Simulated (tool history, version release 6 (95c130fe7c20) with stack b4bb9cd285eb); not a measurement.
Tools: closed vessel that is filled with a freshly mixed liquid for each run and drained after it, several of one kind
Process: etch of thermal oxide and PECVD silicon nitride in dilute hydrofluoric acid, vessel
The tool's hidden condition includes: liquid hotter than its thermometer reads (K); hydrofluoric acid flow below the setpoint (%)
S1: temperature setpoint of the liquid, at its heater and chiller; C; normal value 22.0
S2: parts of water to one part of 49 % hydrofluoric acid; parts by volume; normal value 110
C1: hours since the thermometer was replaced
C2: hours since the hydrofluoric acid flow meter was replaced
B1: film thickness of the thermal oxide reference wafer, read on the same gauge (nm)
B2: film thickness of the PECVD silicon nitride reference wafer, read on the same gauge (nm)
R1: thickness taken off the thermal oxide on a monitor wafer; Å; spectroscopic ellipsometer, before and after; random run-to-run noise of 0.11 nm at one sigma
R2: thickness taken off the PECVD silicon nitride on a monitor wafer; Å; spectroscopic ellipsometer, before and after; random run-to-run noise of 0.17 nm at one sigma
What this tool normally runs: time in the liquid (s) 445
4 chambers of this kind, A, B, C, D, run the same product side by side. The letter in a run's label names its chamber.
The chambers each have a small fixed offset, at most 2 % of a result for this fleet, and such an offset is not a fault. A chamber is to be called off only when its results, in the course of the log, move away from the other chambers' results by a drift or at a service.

Run 1A, hour 8.8: usual settings; C1 1732.8; C2 610.4; B1 40.000; B2 99.993. Result: R1 174.81 Å, R2 200.26 Å.
Run 2C, hour 16.7: usual settings; C1 277.8; C2 2369.5; B1 40.005; B2 99.978. Result: R1 173.94 Å, R2 198.73 Å.
Run 3D, hour 25.1: usual settings; C1 212.9; C2 619.0; B1 39.978; B2 99.997. Result: R1 169.72 Å, R2 202.25 Å.
Run 4B, hour 34.1: usual settings; C1 361.0; C2 1450.3; B1 39.986; B2 99.984. Result: R1 173.80 Å, R2 202.84 Å.
Run 5B, hour 40.5: usual settings; C1 367.4; C2 1456.7; B1 39.989; B2 100.020. Result: R1 172.95 Å, R2 201.85 Å.
Run 6C, hour 48.6: usual settings; C1 309.7; C2 2401.4; B1 39.983; B2 99.966. Result: R1 172.02 Å, R2 198.83 Å.
Run 7A, hour 56.1: usual settings; C1 1780.1; C2 657.7; B1 39.989; B2 100.020. Result: R1 172.31 Å, R2 199.37 Å.
Run 8D, hour 61.8: usual settings; C1 249.6; C2 655.7; B1 40.020; B2 100.000. Result: R1 170.79 Å, R2 203.71 Å.
Run 9C, hour 66.9: usual settings; C1 328.0; C2 2419.7; B1 39.981; B2 100.020. Result: R1 173.36 Å, R2 202.34 Å.
Run 10D, hour 70.8: usual settings; C1 258.6; C2 664.7; B1 39.996; B2 100.020. Result: R1 170.65 Å, R2 200.56 Å.
Run 11A, hour 77.3: usual settings; C1 1801.3; C2 678.9; B1 39.963; B2 100.020. Result: R1 175.09 Å, R2 198.47 Å.
Run 12B, hour 83.0: usual settings but S2 125 parts by volume; C1 409.9; C2 1499.2; B1 40.011; B2 100.000. Result: R1 150.06 Å, R2 177.38 Å.
Run 13B, hour 88.0: usual settings but S2 125 parts by volume; C1 414.9; C2 1504.2; B1 40.019; B2 100.020. Result: R1 149.48 Å, R2 178.76 Å.
Run 14D, hour 94.8: usual settings but S2 125 parts by volume; C1 282.6; C2 688.7; B1 39.998; B2 99.975. Result: R1 148.75 Å, R2 175.79 Å.
Run 15C, hour 99.4: usual settings but S2 125 parts by volume; C1 360.5; C2 2452.2; B1 40.000; B2 99.986. Result: R1 150.21 Å, R2 177.02 Å.
Run 16A, hour 104.8: usual settings; C1 1828.8; C2 706.4; B1 39.967; B2 99.974. Result: R1 172.89 Å, R2 199.93 Å.
Run 17B, hour 110.3: usual settings; C1 437.2; C2 1526.5; B1 39.993; B2 99.984. Result: R1 172.72 Å, R2 201.20 Å.
Run 18A, hour 114.5: usual settings but S1 24.0 C, S2 85 parts by volume; C1 1838.5; C2 716.1; B1 40.008; B2 99.983. Result: R1 249.62 Å, R2 292.73 Å.
Run 19D, hour 122.8: usual settings but S1 24.0 C, S2 85 parts by volume; C1 310.6; C2 716.7; B1 40.008; B2 99.986. Result: R1 241.97 Å, R2 295.12 Å.
Run 20C, hour 127.4: usual settings but S1 24.0 C, S2 85 parts by volume; C1 388.5; C2 2480.2; B1 39.994; B2 99.982. Result: R1 251.24 Å, R2 293.43 Å.
Run 21A, hour 136.0: usual settings but S1 24.0 C, S2 85 parts by volume; C1 1860.0; C2 737.6; B1 39.997; B2 99.971. Result: R1 248.56 Å, R2 295.32 Å.
Run 22C, hour 142.3: usual settings; C1 403.4; C2 2495.1; B1 39.995; B2 100.010. Result: R1 173.40 Å, R2 196.94 Å.
At hour 146.6: chamber C: hydrofluoric acid flow meter replaced.
Run 23D, hour 148.6: usual settings; C1 336.4; C2 742.5; B1 39.974; B2 100.000. Result: R1 168.78 Å, R2 203.78 Å.
Run 24B, hour 156.7: usual settings; C1 483.6; C2 1572.9; B1 40.006; B2 99.998. Result: R1 174.97 Å, R2 199.33 Å.
Run 25B, hour 162.1: usual settings; C1 489.0; C2 1578.3; B1 40.002; B2 100.050. Result: R1 173.12 Å, R2 202.69 Å.
Run 26A, hour 166.8: usual settings but time in the liquid (s) 335; C1 1890.8; C2 768.4; B1 40.026; B2 99.998. Result: R1 130.29 Å, R2 151.04 Å.
Run 27C, hour 173.5: usual settings but time in the liquid (s) 335; C1 434.6; C2 27.0; B1 40.008; B2 100.000. Result: R1 132.27 Å, R2 151.07 Å.
At hour 181.9: chamber B: thermometer replaced.
Run 28D, hour 181.9: usual settings but time in the liquid (s) 335; C1 369.7; C2 775.8; B1 40.010; B2 100.030. Result: R1 127.51 Å, R2 152.88 Å.
Run 29C, hour 188.7: usual settings but time in the liquid (s) 335; C1 449.8; C2 42.2; B1 40.006; B2 100.000. Result: R1 131.57 Å, R2 151.99 Å.
Run 30A, hour 195.8: usual settings; C1 1919.8; C2 797.4; B1 39.992; B2 100.050. Result: R1 172.19 Å, R2 199.16 Å.
Run 31D, hour 204.7: usual settings but S2 140 parts by volume; C1 392.5; C2 798.6; B1 39.987; B2 100.000. Result: R1 130.03 Å, R2 158.12 Å.
Run 32B, hour 209.2: usual settings but S2 140 parts by volume; C1 27.4; C2 1625.4; B1 40.039; B2 99.971. Result: R1 133.49 Å, R2 158.71 Å.
Run 33C, hour 215.3: usual settings but S2 140 parts by volume; C1 476.4; C2 68.8; B1 39.996; B2 100.030. Result: R1 131.84 Å, R2 159.28 Å.
Run 34D, hour 220.3: usual settings but S2 140 parts by volume; C1 408.1; C2 814.2; B1 40.003; B2 99.986. Result: R1 129.47 Å, R2 159.34 Å.
Run 35A, hour 225.1: usual settings; C1 1949.1; C2 826.7; B1 40.022; B2 100.000. Result: R1 172.47 Å, R2 203.04 Å.

Which is it: a chamber that has drifted or been left off by a service, a gauge drift common to all chambers, or only each chamber's usual small offset? If a chamber is off, name it and its likeliest cause.

Neither any chamber nor the gauge drifts; the chambers differ only by their own small, steady offsets.

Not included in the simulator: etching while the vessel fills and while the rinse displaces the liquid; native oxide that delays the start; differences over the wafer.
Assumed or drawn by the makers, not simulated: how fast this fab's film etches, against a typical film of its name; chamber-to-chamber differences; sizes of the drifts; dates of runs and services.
